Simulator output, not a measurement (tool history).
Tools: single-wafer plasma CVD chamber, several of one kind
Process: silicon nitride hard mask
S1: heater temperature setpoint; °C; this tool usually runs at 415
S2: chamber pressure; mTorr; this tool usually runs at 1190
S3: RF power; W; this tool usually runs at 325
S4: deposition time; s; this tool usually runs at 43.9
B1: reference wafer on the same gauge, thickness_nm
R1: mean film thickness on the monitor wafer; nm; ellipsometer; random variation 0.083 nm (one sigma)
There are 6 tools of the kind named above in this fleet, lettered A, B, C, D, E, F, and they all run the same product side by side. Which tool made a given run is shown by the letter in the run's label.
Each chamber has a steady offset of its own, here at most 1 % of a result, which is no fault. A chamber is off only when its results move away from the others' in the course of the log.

| run | hour | S1 | S2 | S3 | S4 | B1 | R1 |
|---|---|---|---|---|---|---|---|
| 1D | 6.9 | 415 | 1190 | 325 | 43.9 | 55.967 | 48.380 |
| 2F | 17.5 | 415 | 1190 | 325 | 43.9 | 55.961 | 48.713 |
| 3A | 32.8 | 415 | 1190 | 325 | 43.9 | 55.974 | 48.237 |
| 4E | 40.0 | 415 | 1190 | 325 | 43.9 | 55.958 | 48.418 |
| 5C | 47.6 | 429 | 1190 | 380 | 43.9 | 55.957 | 53.197 |
| 6B | 60.4 | 429 | 1190 | 380 | 43.9 | 55.933 | 53.305 |
| 7A | 72.1 | 429 | 1190 | 380 | 43.9 | 55.921 | 52.880 |
| 8B | 83.6 | 429 | 1190 | 380 | 43.9 | 55.923 | 53.104 |
| 9C | 98.5 | 429 | 1190 | 380 | 43.9 | 55.938 | 53.094 |
| 10D | 111.0 | 429 | 1190 | 380 | 43.9 | 55.905 | 52.971 |
| 11E | 124.5 | 415 | 1190 | 325 | 43.9 | 55.886 | 48.356 |
|  | 132.2 | chamber B: thermocouple changed; heater temperature recalibrated |
| 12F | 135.4 | 415 | 1190 | 325 | 43.9 | 55.860 | 48.487 |
| 13C | 144.7 | 415 | 1190 | 325 | 43.9 | 55.857 | 48.151 |
| 14B | 158.9 | 415 | 1190 | 325 | 43.9 | 55.847 | 48.507 |
| 15F | 174.0 | 415 | 1190 | 325 | 43.9 | 55.832 | 48.506 |
|  | 176.2 | chamber E: capacitance manometer re-zeroed and calibrated |
| 16E | 181.3 | 415 | 1190 | 325 | 43.9 | 55.828 | 48.113 |
| 17D | 189.8 | 415 | 1310 | 325 | 43.9 | 55.843 | 49.511 |
| 18A | 203.9 | 415 | 1310 | 325 | 43.9 | 55.822 | 49.586 |
| 19E | 215.0 | 415 | 1310 | 325 | 43.9 | 55.824 | 49.740 |
| 20F | 230.2 | 415 | 1310 | 325 | 43.9 | 55.783 | 49.948 |
| 21C | 239.2 | 415 | 1310 | 325 | 43.9 | 55.776 | 49.663 |
| 22D | 249.7 | 415 | 1310 | 325 | 43.9 | 55.738 | 49.548 |
| 23A | 259.7 | 415 | 1190 | 325 | 43.9 | 55.744 | 47.971 |
| 24B | 273.7 | 415 | 1190 | 325 | 43.9 | 55.728 | 48.322 |
| 25E | 286.4 | 415 | 1190 | 325 | 43.9 | 55.717 | 48.217 |
| 26D | 293.2 | 415 | 1190 | 325 | 43.9 | 55.711 | 48.072 |
| 27F | 302.2 | 415 | 1190 | 325 | 43.9 | 55.720 | 48.400 |
|  | 309.4 | chamber C: RF generator calibrated |
|  | 310.6 | chamber E: RF generator calibrated |
| 28A | 312.2 | 428 | 1190 | 325 | 40.2 | 55.714 | 43.598 |
| 29B | 320.2 | 428 | 1190 | 325 | 40.2 | 55.698 | 44.068 |
| 30C | 330.5 | 428 | 1190 | 325 | 40.2 | 55.666 | 43.728 |
| 31B | 337.7 | 428 | 1190 | 325 | 40.2 | 55.682 | 44.013 |
| 32A | 352.0 | 428 | 1190 | 325 | 40.2 | 55.637 | 43.452 |
| 33D | 361.5 | 428 | 1190 | 325 | 40.2 | 55.656 | 43.699 |
| 34F | 369.1 | 415 | 1190 | 325 | 43.9 | 55.653 | 48.324 |
| 35C | 384.3 | 415 | 1190 | 325 | 43.9 | 55.651 | 48.157 |
| 36E | 391.4 | 415 | 1190 | 325 | 43.9 | 55.642 | 48.057 |
| 37B | 402.8 | 415 | 1190 | 325 | 43.9 | 55.617 | 48.222 |

One chamber off, gauge drift, or nothing amiss beyond the chambers' own small offsets? If it is a chamber, which one, and what is the likeliest cause?

Every chamber seems to shift together because the gauge that measures them all drifts; the chambers themselves are fine.
Cause: gauge reads low (%) = 0.707.

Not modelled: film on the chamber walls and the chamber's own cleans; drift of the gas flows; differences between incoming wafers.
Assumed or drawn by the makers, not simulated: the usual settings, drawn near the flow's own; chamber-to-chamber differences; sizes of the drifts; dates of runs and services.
